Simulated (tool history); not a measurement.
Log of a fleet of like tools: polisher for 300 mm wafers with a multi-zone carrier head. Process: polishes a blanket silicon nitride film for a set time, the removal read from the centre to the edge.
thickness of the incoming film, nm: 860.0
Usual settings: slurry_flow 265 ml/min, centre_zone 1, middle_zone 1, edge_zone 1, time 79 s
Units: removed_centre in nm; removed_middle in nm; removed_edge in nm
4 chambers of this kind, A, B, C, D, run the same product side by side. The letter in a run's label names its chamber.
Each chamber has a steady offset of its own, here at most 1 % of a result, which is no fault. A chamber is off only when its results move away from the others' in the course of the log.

run	hour	slurry_flow	centre_zone	middle_zone	edge_zone	time	removed_centre	removed_middle	removed_edge
1D	8.7	265	1	1	1	79	184.56	184.52	188.35
# hour 15.4: chamber A: slurry nozzle cleaned
2C	19.1	265	1	1	1	79	183.9	182.22	184.74
# hour 25.4: chamber B: edge zone pressure recalibrated
3A	27.5	265	1	1	1	79	182.94	181.55	182.89
4B	37.7	265	1	1	1	79	181.46	185.16	183.75
5B	44.9	265	1	1	1	79	182.17	183.03	186.21
# hour 45.1: chamber B: centre zone pressure recalibrated
6D	57.8	265	1	1	1	79	184.4	183.7	184.81
# hour 63.5: chamber A: worn pad replaced by a new one
# hour 65.7: chamber B: worn pad replaced by a new one
7A	65.8	265	1	1	1	79	183.82	183.89	181.46
# hour 70.5: chamber C: worn pad replaced by a new one
8C	79.4	265	1	1	1	79	179.65	186.06	182.34
9C	89.1	265	1	1	1	79	180.41	188.73	178.61
10D	99.9	265	1	1	1	79	182.36	182.6	181.34
11B	108.8	265	1	1	1	79	184.57	184.09	181.14
12A	120.3	210	1	1.1	1	79	176.85	192.69	176.15
# hour 122: chamber B: slurry nozzle cleaned
# hour 129.9: chamber C: centre zone pressure recalibrated
13C	132.1	210	1	1.1	1	79	162.37	195.87	180.21
# hour 134.3: chamber C: slurry nozzle cleaned
# hour 141.5: chamber B: worn pad replaced by a new one
# hour 144.5: chamber D: worn pad replaced by a new one
14B	148.5	210	1	1.1	1	79	176.55	194.35	179.16
# hour 149: chamber C: worn pad replaced by a new one
# hour 156.5: chamber A: worn pad replaced by a new one
15A	163.2	210	1	1.1	1	79	179.22	192.96	179.39
16D	171.4	265	1	1	1	79	183.26	182.99	185.2
# hour 178.3: chamber A: centre zone pressure recalibrated
17D	184.4	265	1	1	1	79	185.51	185.77	181.65
18B	197.6	265	1	1	1	79	182.96	183.56	181.32
# hour 202.4: chamber D: edge zone pressure recalibrated
19A	207.7	265	1	1	1	79	180.61	182.76	180.89
20C	217.4	265	1	1	1	79	165.02	183.92	185.31
# hour 218.9: chamber B: worn pad replaced by a new one
# hour 219.3: chamber C: edge zone pressure recalibrated
21B	231.5	265	1	1	1	79	182.76	183.25	186.25
# hour 234.2: chamber C: worn pad replaced by a new one
# hour 239.6: chamber A: worn pad replaced by a new one
22D	241.6	265	1	1	1	79	183.94	181.89	184.03
23C	251	265	1	1	1	79	166.23	184.52	183.2
24A	261.5	265	1	1	1	79	183.86	184.15	184.96
25D	271.2	265	1	1	1	79	184.15	183.54	186
# hour 281.5: chamber A: slurry nozzle cleaned
26B	282.3	265	1	1	1	79	183.61	180.13	184.2
27A	289.9	265	1	1	1	79	181.94	183.62	181.64
# hour 296.3: chamber D: slurry nozzle cleaned
28C	298	265	1.06	1	1	79	177.91	185.19	183.26
# hour 298.3: chamber D: worn pad replaced by a new one
# hour 304.1: chamber B: worn pad replaced by a new one
29B	309	265	1.06	1	1	79	192.15	182.47	187.18
# hour 314.2: chamber C: worn pad replaced by a new one
30C	319.5	265	1.06	1	1	79	179.6	184.31	183.05
31A	331.9	265	1.06	1	1	79	194.92	182.2	179.94
# hour 337.6: chamber A: worn pad replaced by a new one
32D	346.8	265	1	1	1	79	184.24	186.09	182.98
33C	362.1	265	1	1	1	79	167.58	181.2	181.83
34B	378.4	265	1	1	1	79	182.83	184.36	181.12
# hour 381.4: chamber B: worn pad replaced by a new one
35D	386.9	265	1	1	1	79	181.8	183.5	183.27
36A	398.5	265	1	1	1	79	182.44	183.32	181.55
37B	409	265	1	1	1	79	183.18	184.02	179.52

Is one chamber off against the others, does the gauge drift, or is nothing wrong? If a chamber is off, say which, and what the likeliest cause is.

A service left chamber C off against the others.
Cause: centre zone's pressure below its setpoint, % = 7.41.

Here are 4 candidates for chamber C's next run, each the usual settings with a change, their results left as question marks. Which one brings its results back in line with what the others give on the usual settings?
In line means no further than this from the other chambers' mean on the usual settings: removed_centre 5.5 nm; removed_middle 5.6 nm; removed_edge 6.4 nm
38C-1	420.8	255	0.86	1.04	1.04	77	?	?	?
38C-2	420.8	260	0.93	1.02	1.02	78	?	?	?
38C-3	420.8	270	1.07	0.98	0.98	80	?	?	?
38C-4	420.8	275	1.16	0.96	0.95	81	?	?	?

The other chambers' mean on the usual settings: removed_centre 183.35 nm; removed_middle 183.68 nm; removed_edge 182.95 nm
run	removed_centre	removed_middle	removed_edge
38C-1	138.02	184.81	181.67
38C-2	152.89	184.21	182.5
38C-3	183.76	182.69	183.98
38C-4	203.57	181.76	183.64
38C-3 brings the chamber back in line.
